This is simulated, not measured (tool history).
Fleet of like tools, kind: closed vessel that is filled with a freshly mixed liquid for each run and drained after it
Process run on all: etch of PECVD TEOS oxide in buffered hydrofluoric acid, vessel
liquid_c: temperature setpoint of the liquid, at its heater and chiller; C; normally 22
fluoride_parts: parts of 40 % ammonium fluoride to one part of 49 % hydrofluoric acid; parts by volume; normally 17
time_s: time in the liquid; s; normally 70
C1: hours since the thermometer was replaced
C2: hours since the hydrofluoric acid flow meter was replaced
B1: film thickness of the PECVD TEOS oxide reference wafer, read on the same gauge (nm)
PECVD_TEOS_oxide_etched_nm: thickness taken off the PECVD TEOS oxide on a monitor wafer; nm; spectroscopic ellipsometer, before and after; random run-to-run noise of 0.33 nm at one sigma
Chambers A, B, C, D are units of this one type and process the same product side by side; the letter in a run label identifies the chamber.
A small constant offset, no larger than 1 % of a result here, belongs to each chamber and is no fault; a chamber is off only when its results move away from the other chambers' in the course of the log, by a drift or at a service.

Run 1B, hour 12.7: usual settings; C1 165.8; C2 468.9; B1 120.01. Result: PECVD_TEOS_oxide_etched_nm 46.374 nm.
Run 2C, hour 19.7: usual settings; C1 279.4; C2 1098.1; B1 120.01. Result: PECVD_TEOS_oxide_etched_nm 46.398 nm.
Run 3D, hour 33.2: usual settings; C1 1461.5; C2 211.2; B1 120.06. Result: PECVD_TEOS_oxide_etched_nm 46.693 nm.
At hour 36.8: chamber C: hydrofluoric acid flow meter replaced.
Run 4A, hour 42.8: usual settings; C1 354; C2 603.5; B1 120.02. Result: PECVD_TEOS_oxide_etched_nm 46.941 nm.
Run 5C, hour 51.3: usual settings but fluoride_parts 14.5 parts by volume, time_s 85 s; C1 311; C2 14.6; B1 120.02. Result: PECVD_TEOS_oxide_etched_nm 66.055 nm.
Run 6D, hour 64.1: usual settings but fluoride_parts 14.5 parts by volume, time_s 85 s; C1 1492.4; C2 242.1; B1 120. Result: PECVD_TEOS_oxide_etched_nm 66.508 nm.
Run 7B, hour 77.9: usual settings but fluoride_parts 14.5 parts by volume, time_s 85 s; C1 231; C2 534.1; B1 120. Result: PECVD_TEOS_oxide_etched_nm 65.691 nm.
Run 8A, hour 88.4: usual settings but fluoride_parts 14.5 parts by volume, time_s 85 s; C1 399.6; C2 649.1; B1 120.03. Result: PECVD_TEOS_oxide_etched_nm 66.904 nm.
Run 9A, hour 96.3: usual settings; C1 407.5; C2 657; B1 120.01. Result: PECVD_TEOS_oxide_etched_nm 46.929 nm.
Run 10B, hour 103.8: usual settings but liquid_c 27 C; C1 256.9; C2 560; B1 119.95. Result: PECVD_TEOS_oxide_etched_nm 60.19 nm.
Run 11D, hour 113.6: usual settings but liquid_c 27 C; C1 1541.9; C2 291.6; B1 120.02. Result: PECVD_TEOS_oxide_etched_nm 60.645 nm.
Run 12C, hour 124.5: usual settings but liquid_c 27 C; C1 384.2; C2 87.8; B1 119.97. Result: PECVD_TEOS_oxide_etched_nm 61.932 nm.
Run 13B, hour 138.8: usual settings but liquid_c 27 C; C1 291.9; C2 595; B1 119.95. Result: PECVD_TEOS_oxide_etched_nm 60.823 nm.
Run 14A, hour 145.3: usual settings; C1 456.5; C2 706; B1 120.01. Result: PECVD_TEOS_oxide_etched_nm 46.652 nm.
Run 15C, hour 157.6: usual settings; C1 417.3; C2 120.9; B1 119.93. Result: PECVD_TEOS_oxide_etched_nm 45.936 nm.
Run 16D, hour 172.6: usual settings; C1 1600.9; C2 350.6; B1 120.01. Result: PECVD_TEOS_oxide_etched_nm 45.262 nm.
Run 17D, hour 182.6: usual settings; C1 1610.9; C2 360.6; B1 119.97. Result: PECVD_TEOS_oxide_etched_nm 44.992 nm.
Run 18A, hour 189.4: usual settings; C1 500.6; C2 750.1; B1 119.93. Result: PECVD_TEOS_oxide_etched_nm 46.205 nm.
Run 19C, hour 196.9: usual settings; C1 456.6; C2 160.2; B1 120.04. Result: PECVD_TEOS_oxide_etched_nm 46.405 nm.
Run 20B, hour 206.9: usual settings but time_s 105 s; C1 360; C2 663.1; B1 120.03. Result: PECVD_TEOS_oxide_etched_nm 69.322 nm.
Run 21A, hour 217.1: usual settings but time_s 105 s; C1 528.3; C2 777.8; B1 120.01. Result: PECVD_TEOS_oxide_etched_nm 69.38 nm.
Run 22C, hour 227.1: usual settings but time_s 105 s; C1 486.8; C2 190.4; B1 119.95. Result: PECVD_TEOS_oxide_etched_nm 68.637 nm.
Run 23D, hour 241.7: usual settings but time_s 105 s; C1 1670; C2 419.7; B1 120.02. Result: PECVD_TEOS_oxide_etched_nm 66.464 nm.
Run 24B, hour 250: usual settings; C1 403.1; C2 706.2; B1 119.96. Result: PECVD_TEOS_oxide_etched_nm 45.321 nm.
Run 25C, hour 264.1: usual settings but fluoride_parts 12.5 parts by volume; C1 523.8; C2 227.4; B1 120. Result: PECVD_TEOS_oxide_etched_nm 62.321 nm.
Run 26A, hour 272.3: usual settings but fluoride_parts 12.5 parts by volume; C1 583.5; C2 833; B1 119.98. Result: PECVD_TEOS_oxide_etched_nm 63.377 nm.
Run 27D, hour 283.1: usual settings but fluoride_parts 12.5 parts by volume; C1 1711.4; C2 461.1; B1 120.04. Result: PECVD_TEOS_oxide_etched_nm 59.172 nm.
Run 28B, hour 290.1: usual settings but fluoride_parts 12.5 parts by volume; C1 443.2; C2 746.3; B1 120.04. Result: PECVD_TEOS_oxide_etched_nm 62.503 nm.
Run 29D, hour 303.3: usual settings; C1 1731.6; C2 481.3; B1 119.99. Result: PECVD_TEOS_oxide_etched_nm 43.814 nm.
Run 30B, hour 311.8: usual settings but time_s 85 s; C1 464.9; C2 768; B1 120.02. Result: PECVD_TEOS_oxide_etched_nm 56.175 nm.
Run 31A, hour 326.2: usual settings but time_s 85 s; C1 637.4; C2 886.9; B1 120.02. Result: PECVD_TEOS_oxide_etched_nm 56.852 nm.
Run 32C, hour 334.2: usual settings but time_s 85 s; C1 593.9; C2 297.5; B1 119.96. Result: PECVD_TEOS_oxide_etched_nm 57.051 nm.

Predict what each chamber gives when all 4 of them run the settings below next.
Run 33A, hour 344.9: usual settings. Result: PECVD_TEOS_oxide_etched_nm ?.
Run 33B, hour 344.9: usual settings. Result: PECVD_TEOS_oxide_etched_nm ?.
Run 33C, hour 344.9: usual settings. Result: PECVD_TEOS_oxide_etched_nm ?.
Run 33D, hour 344.9: usual settings. Result: PECVD_TEOS_oxide_etched_nm ?.

run  PECVD_TEOS_oxide_etched_nm
33A                      46.258
33B                      46.367
33C                      46.461
33D                      42.583
